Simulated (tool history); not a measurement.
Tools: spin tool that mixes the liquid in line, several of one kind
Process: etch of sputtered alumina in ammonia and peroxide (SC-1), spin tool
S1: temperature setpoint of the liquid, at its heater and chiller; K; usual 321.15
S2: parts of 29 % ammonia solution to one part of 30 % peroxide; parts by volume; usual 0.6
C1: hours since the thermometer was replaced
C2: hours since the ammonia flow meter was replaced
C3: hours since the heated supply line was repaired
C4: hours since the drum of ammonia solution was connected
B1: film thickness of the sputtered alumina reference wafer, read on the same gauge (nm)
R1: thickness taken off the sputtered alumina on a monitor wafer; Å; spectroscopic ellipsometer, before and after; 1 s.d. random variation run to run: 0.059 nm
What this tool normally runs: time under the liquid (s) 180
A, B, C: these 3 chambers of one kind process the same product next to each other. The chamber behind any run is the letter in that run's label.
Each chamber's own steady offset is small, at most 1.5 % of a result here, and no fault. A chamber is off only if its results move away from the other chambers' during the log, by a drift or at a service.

{"run": "1C", "day": 0.279, "S1": 321.15, "S2": 0.6, "time under the liquid (s)": 180, "C1": 1560.3, "C2": 851.3, "C3": 313.1, "C4": 613.7, "B1": 109.99, "R1": 79.321}
{"run": "2B", "day": 0.692, "S1": 321.15, "S2": 0.6, "time under the liquid (s)": 180, "C1": 399.8, "C2": 53.4, "C3": 1649.4, "C4": 1043.7, "B1": 110.0, "R1": 79.58}
{"run": "3A", "day": 1.038, "S1": 321.15, "S2": 0.6, "time under the liquid (s)": 180, "C1": 619.8, "C2": 131.3, "C3": 32.1, "C4": 688.6, "B1": 109.98, "R1": 79.887}
{"run": "4B", "day": 1.288, "S1": 321.15, "S2": 0.6, "time under the liquid (s)": 180, "C1": 414.1, "C2": 67.7, "C3": 1663.7, "C4": 1058.0, "B1": 110.0, "R1": 79.399}
{"run": "5A", "day": 1.546, "S1": 321.15, "S2": 0.6, "time under the liquid (s)": 180, "C1": 632.0, "C2": 143.5, "C3": 44.3, "C4": 700.8, "B1": 110.03, "R1": 79.197}
{"run": "6C", "day": 1.825, "S1": 321.15, "S2": 0.6, "time under the liquid (s)": 180, "C1": 1597.4, "C2": 888.4, "C3": 350.2, "C4": 650.8, "B1": 110.01, "R1": 79.294}
{"day": 1.938, "done": "chamber B: new drum of ammonia solution connected"}
{"day": 2.229, "done": "chamber A: new drum of ammonia solution connected"}
{"run": "7A", "day": 2.317, "S1": 321.15, "S2": 0.6, "time under the liquid (s)": 180, "C1": 650.5, "C2": 162.0, "C3": 62.8, "C4": 2.2, "B1": 110.02, "R1": 80.867}
{"run": "8B", "day": 2.696, "S1": 321.15, "S2": 0.6, "time under the liquid (s)": 180, "C1": 447.9, "C2": 101.5, "C3": 1697.5, "C4": 18.2, "B1": 109.98, "R1": 79.453}
{"run": "9C", "day": 3.038, "S1": 321.15, "S2": 0.6, "time under the liquid (s)": 180, "C1": 1626.5, "C2": 917.5, "C3": 379.3, "C4": 679.9, "B1": 110.01, "R1": 78.393}
{"run": "10A", "day": 3.342, "S1": 311.65, "S2": 0.6, "time under the liquid (s)": 180, "C1": 675.1, "C2": 186.6, "C3": 87.4, "C4": 26.8, "B1": 109.99, "R1": 45.77}
{"run": "11C", "day": 3.812, "S1": 311.65, "S2": 0.6, "time under the liquid (s)": 180, "C1": 1645.1, "C2": 936.1, "C3": 397.9, "C4": 698.5, "B1": 110.02, "R1": 44.684}
{"run": "12B", "day": 4.183, "S1": 311.65, "S2": 0.6, "time under the liquid (s)": 180, "C1": 483.6, "C2": 137.2, "C3": 1733.2, "C4": 53.9, "B1": 110.01, "R1": 45.475}
{"run": "13A", "day": 4.562, "S1": 313.15, "S2": 0.6, "time under the liquid (s)": 180, "C1": 704.4, "C2": 215.9, "C3": 116.7, "C4": 56.1, "B1": 110.02, "R1": 49.706}
{"run": "14C", "day": 4.888, "S1": 313.15, "S2": 0.6, "time under the liquid (s)": 180, "C1": 1670.9, "C2": 961.9, "C3": 423.7, "C4": 724.3, "B1": 110.01, "R1": 47.876}
{"run": "15B", "day": 5.292, "S1": 313.15, "S2": 0.6, "time under the liquid (s)": 180, "C1": 510.2, "C2": 163.8, "C3": 1759.8, "C4": 80.5, "B1": 110.0, "R1": 49.299}
{"run": "16B", "day": 5.567, "S1": 321.15, "S2": 0.6, "time under the liquid (s)": 180, "C1": 516.8, "C2": 170.4, "C3": 1766.4, "C4": 87.1, "B1": 110.0, "R1": 80.057}
{"run": "17C", "day": 6.058, "S1": 321.15, "S2": 0.6, "time under the liquid (s)": 180, "C1": 1699.0, "C2": 990.0, "C3": 451.8, "C4": 752.4, "B1": 110.0, "R1": 75.487}
{"run": "18A", "day": 6.308, "S1": 321.15, "S2": 0.6, "time under the liquid (s)": 180, "C1": 746.3, "C2": 257.8, "C3": 158.6, "C4": 98.0, "B1": 110.01, "R1": 79.71}
{"run": "19A", "day": 6.704, "S1": 321.15, "S2": 0.6, "time under the liquid (s)": 235, "C1": 755.8, "C2": 267.3, "C3": 168.1, "C4": 107.5, "B1": 109.99, "R1": 104.11}
{"run": "20B", "day": 7.062, "S1": 321.15, "S2": 0.6, "time under the liquid (s)": 235, "C1": 552.7, "C2": 206.3, "C3": 1802.3, "C4": 123.0, "B1": 109.98, "R1": 103.89}
{"run": "21C", "day": 7.55, "S1": 321.15, "S2": 0.6, "time under the liquid (s)": 235, "C1": 1734.8, "C2": 1025.8, "C3": 487.6, "C4": 788.2, "B1": 109.99, "R1": 99.188}
{"run": "22A", "day": 7.971, "S1": 321.15, "S2": 0.6, "time under the liquid (s)": 180, "C1": 786.2, "C2": 297.7, "C3": 198.5, "C4": 137.9, "B1": 109.99, "R1": 79.662}
{"run": "23B", "day": 8.221, "S1": 321.15, "S2": 0.6, "time under the liquid (s)": 180, "C1": 580.5, "C2": 234.1, "C3": 1830.1, "C4": 150.8, "B1": 110.0, "R1": 78.295}
{"run": "24C", "day": 8.621, "S1": 321.15, "S2": 0.6, "time under the liquid (s)": 180, "C1": 1760.5, "C2": 1051.5, "C3": 513.3, "C4": 813.9, "B1": 110.0, "R1": 77.228}
{"run": "25B", "day": 9.054, "S1": 321.15, "S2": 0.6, "time under the liquid (s)": 280, "C1": 600.5, "C2": 254.1, "C3": 1850.1, "C4": 170.8, "B1": 109.99, "R1": 122.74}
{"run": "26C", "day": 9.317, "S1": 321.15, "S2": 0.6, "time under the liquid (s)": 280, "C1": 1777.2, "C2": 1068.2, "C3": 530.0, "C4": 830.6, "B1": 110.01, "R1": 118.46}
{"run": "27A", "day": 9.65, "S1": 321.15, "S2": 0.6, "time under the liquid (s)": 280, "C1": 826.5, "C2": 338.0, "C3": 238.8, "C4": 178.2, "B1": 110.01, "R1": 125.34}
{"run": "28A", "day": 9.9, "S1": 321.15, "S2": 0.6, "time under the liquid (s)": 180, "C1": 832.5, "C2": 344.0, "C3": 244.8, "C4": 184.2, "B1": 109.99, "R1": 78.792}
{"run": "29B", "day": 10.388, "S1": 321.15, "S2": 0.6, "time under the liquid (s)": 180, "C1": 632.5, "C2": 286.1, "C3": 1882.1, "C4": 202.8, "B1": 110.01, "R1": 78.608}
{"run": "30C", "day": 10.696, "S1": 326.65, "S2": 0.6, "time under the liquid (s)": 105, "C1": 1810.3, "C2": 1101.3, "C3": 563.1, "C4": 863.7, "B1": 109.98, "R1": 59.218}
{"run": "31B", "day": 11.029, "S1": 326.65, "S2": 0.6, "time under the liquid (s)": 105, "C1": 647.9, "C2": 301.5, "C3": 1897.5, "C4": 218.2, "B1": 110.0, "R1": 61.997}
{"run": "32C", "day": 11.433, "S1": 326.65, "S2": 0.6, "time under the liquid (s)": 105, "C1": 1828.0, "C2": 1119.0, "C3": 580.8, "C4": 881.4, "B1": 110.0, "R1": 58.912}
{"run": "33A", "day": 11.662, "S1": 321.15, "S2": 0.6, "time under the liquid (s)": 180, "C1": 874.8, "C2": 386.3, "C3": 287.1, "C4": 226.5, "B1": 110.02, "R1": 80.141}
{"run": "34A", "day": 11.917, "S1": 321.15, "S2": 0.6, "time under the liquid (s)": 130, "C1": 880.9, "C2": 392.4, "C3": 293.2, "C4": 232.6, "B1": 110.02, "R1": 57.922}
{"run": "35C", "day": 12.254, "S1": 321.15, "S2": 0.6, "time under the liquid (s)": 130, "C1": 1847.7, "C2": 1138.7, "C3": 600.5, "C4": 901.1, "B1": 109.98, "R1": 53.567}
{"run": "36B", "day": 12.667, "S1": 321.15, "S2": 0.6, "time under the liquid (s)": 130, "C1": 687.2, "C2": 340.8, "C3": 1936.8, "C4": 257.5, "B1": 109.98, "R1": 56.835}
{"run": "37C", "day": 12.917, "S1": 321.15, "S2": 0.6, "time under the liquid (s)": 180, "C1": 1863.6, "C2": 1154.6, "C3": 616.4, "C4": 917.0, "B1": 109.99, "R1": 73.177}
{"run": "38A", "day": 13.225, "S1": 321.15, "S2": 0.6, "time under the liquid (s)": 180, "C1": 912.3, "C2": 423.8, "C3": 324.6, "C4": 264.0, "B1": 110.02, "R1": 80.068}
{"run": "39B", "day": 13.529, "S1": 321.15, "S2": 0.6, "time under the liquid (s)": 180, "C1": 707.9, "C2": 361.5, "C3": 1957.5, "C4": 278.2, "B1": 110.0, "R1": 78.931}
{"run": "40A", "day": 13.783, "S1": 326.15, "S2": 0.5, "time under the liquid (s)": 180, "C1": 925.7, "C2": 437.2, "C3": 338.0, "C4": 277.4, "B1": 109.97, "R1": 104.21}
{"run": "41C", "day": 14.204, "S1": 326.15, "S2": 0.5, "time under the liquid (s)": 180, "C1": 1894.5, "C2": 1185.5, "C3": 647.3, "C4": 947.9, "B1": 110.02, "R1": 95.679}
{"run": "42B", "day": 14.671, "S1": 326.15, "S2": 0.5, "time under the liquid (s)": 180, "C1": 735.3, "C2": 388.9, "C3": 1984.9, "C4": 305.6, "B1": 109.98, "R1": 101.32}
{"run": "43C", "day": 14.921, "S1": 321.15, "S2": 0.6, "time under the liquid (s)": 180, "C1": 1911.7, "C2": 1202.7, "C3": 664.5, "C4": 965.1, "B1": 109.99, "R1": 72.088}
{"run": "44A", "day": 15.379, "S1": 321.15, "S2": 0.6, "time under the liquid (s)": 180, "C1": 964.0, "C2": 475.5, "C3": 376.3, "C4": 315.7, "B1": 109.98, "R1": 80.916}

Next, every chamber runs the same settings. What will each give?
{"run": "45A", "day": 15.733, "S1": 321.15, "S2": 0.6, "time under the liquid (s)": 280, "R1": "?"}
{"run": "45B", "day": 15.733, "S1": 321.15, "S2": 0.6, "time under the liquid (s)": 280, "R1": "?"}
{"run": "45C", "day": 15.733, "S1": 321.15, "S2": 0.6, "time under the liquid (s)": 280, "R1": "?"}

run=45A R1=123.440
run=45B R1=123.110
run=45C R1=112.570
